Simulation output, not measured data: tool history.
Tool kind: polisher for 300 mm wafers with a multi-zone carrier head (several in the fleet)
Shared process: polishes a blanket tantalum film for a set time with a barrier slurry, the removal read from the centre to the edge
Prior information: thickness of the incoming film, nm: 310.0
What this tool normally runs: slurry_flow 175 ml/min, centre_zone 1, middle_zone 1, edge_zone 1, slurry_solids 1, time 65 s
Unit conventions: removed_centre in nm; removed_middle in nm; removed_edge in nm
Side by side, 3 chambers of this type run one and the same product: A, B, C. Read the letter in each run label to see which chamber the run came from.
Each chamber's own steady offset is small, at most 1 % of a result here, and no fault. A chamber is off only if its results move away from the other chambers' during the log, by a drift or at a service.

run   hour  slurry_flow  centre_zone  middle_zone  edge_zone  slurry_solids  time  wafers polished on this pad  hours since the slurry nozzle was cleaned  hours since the centre zone pressure was calibrated  hours since the edge zone pressure was calibrated  removed_centre  removed_middle  removed_edge
 1A    5.7          175            1            1          1              1    65                          398                                      384.2                                                550.9                                              776.8          95.054          97.416        97.838
 2B   10.1          175            1            1          1              1    65                          336                                      234.1                                                309.9                                               60.7          93.959          96.412        93.887
 3C     13          175            1            1          1              1    65                          700                                      670.3                                                555.4                                                510          96.477          95.805        96.733
 4B   16.1          175            1            1          1              1    65                          383                                      240.1                                                315.9                                               66.7          95.006          94.327        97.029
 5A   19.5          175            1            1          1              1    65                          506                                        398                                                564.7                                              790.6          92.363          96.748        97.268
      22.1  -- chamber A: centre zone pressure recalibrated
 6C   24.2          175            1            1          1              1    65                          788                                      681.5                                                566.6                                              521.2          92.156           96.53        94.915
 7A   28.5          175            1            1          1              1    65                          576                                        407                                                  6.5                                              799.6          95.788          96.276        95.175
 8B   32.6          175            1            1          1              1    65                          512                                      256.6                                                332.4                                               83.2          96.222          95.332        96.869
 9C   37.3          175            1            1          1              1    65                          890                                      694.6                                                579.7                                              534.3          96.339          95.215        97.138
10B   40.6          175            1            1          1              1    80                          574                                      264.6                                                340.4                                               91.2          116.65          118.43        116.23
11A   46.8          175            1            1          1              1    80                          719                                      425.3                                                 24.8                                              817.9          119.58          117.48        119.14
12C   52.9          175            1            1          1              1    80                         1012                                      710.2                                                595.3                                              549.9          115.82          118.45        117.81
13C   57.1          175            1            1          1              1    65                         1045                                      714.4                                                599.5                                              554.1          94.514          95.292         96.25
14B   62.1          175            1            1          1              1    65                          742                                      286.1                                                361.9                                              112.7           93.16          92.639        94.471
      62.5  -- chamber C: worn pad replaced by a new one
15A   65.4          175            1            1          1              1    65                          865                                      443.9                                                 43.4                                              836.5          95.824          96.027        96.801
16B   68.7          220         1.07            1          1              1    65                          794                                      292.7                                                368.5                                              119.3           104.8          95.807        94.885
17C   73.4          220         1.07            1          1              1    65                           85                                      730.7                                                615.8                                              570.4          107.64          100.08        99.522
18A   76.2          220         1.07            1          1              1    65                          949                                      454.7                                                 54.2                                              847.3          105.08          101.61        100.87
19A   80.6          175            1            1          1              1    65                          984                                      459.1                                                 58.6                                              851.7          94.722          96.758        97.704
20C     85          175            1            1          1              1    65                          176                                      742.3                                                627.4                                                582          95.197          95.487        96.107
21B   91.2          175            1            1          1              1    65                          970                                      315.2                                                  391                                              141.8          90.802           89.38        92.015
22A   97.1          175            1            1          1              1    65                         1113                                      475.6                                                 75.1                                              868.2          94.712          97.396        96.101
23B  100.6          175            1            1          1              1    65                         1043                                      324.6                                                400.4                                              151.2          89.857          89.767        89.719
24C  104.9          175            1            1          1              1    65                          331                                      762.2                                                647.3                                              601.9          95.952          96.621        95.021
25A  110.6          175            1            1          1              1    65                         1218                                      489.1                                                 88.6                                              881.7          96.022          96.396        98.573
26B  116.2          175            1            1          1              1    65                         1165                                      340.2                                                  416                                              166.8          88.426          88.173        88.415

Read the log: is a single chamber off, either drifting away or since a service, is the gauge that measures every chamber drifting, or is nothing wrong beyond small per-chamber offsets? Name any odd chamber and what most likely caused it.

It is chamber B that slowly wanders off from its peers.
Cause: removal rate lost through wear of the pad, % = 7.6.
The log might look much the same if the cause were instead: slurry flow missing at the pad, %.

Below are 4 candidate recipes for chamber B's next run, each the usual settings with a change, their results shown as question marks. Which of them brings B's results back in line with what the other chambers give on the usual settings?
In line here means within this much of the mean the other chambers give on the usual settings: removed_centre 4 nm; removed_middle 2.7 nm; removed_edge 3.6 nm
27B-1  120.8          175            1            1          1              1    63                                                                                                                                                                                               ?               ?             ?
27B-2  120.8          175            1         0.99          1              1    60                                                                                                                                                                                               ?               ?             ?
27B-3  120.8          175            1         1.01          1              1    70                                                                                                                                                                                               ?               ?             ?
27B-4  120.8          175            1            1          1              1    67                                                                                                                                                                                               ?               ?             ?

The mean the other chambers reach with the usual settings: removed_centre 95.575 nm; removed_middle 96.42 nm; removed_edge 95.785 nm
  run  removed_centre  removed_middle  removed_edge
27B-1          85.247          85.431         86.44
27B-2          81.181          80.616        82.336
27B-3          94.726          95.794        96.031
27B-4          90.659          90.855        91.928
27B-3 is the one that brings the chamber's results back in line with the other chambers.
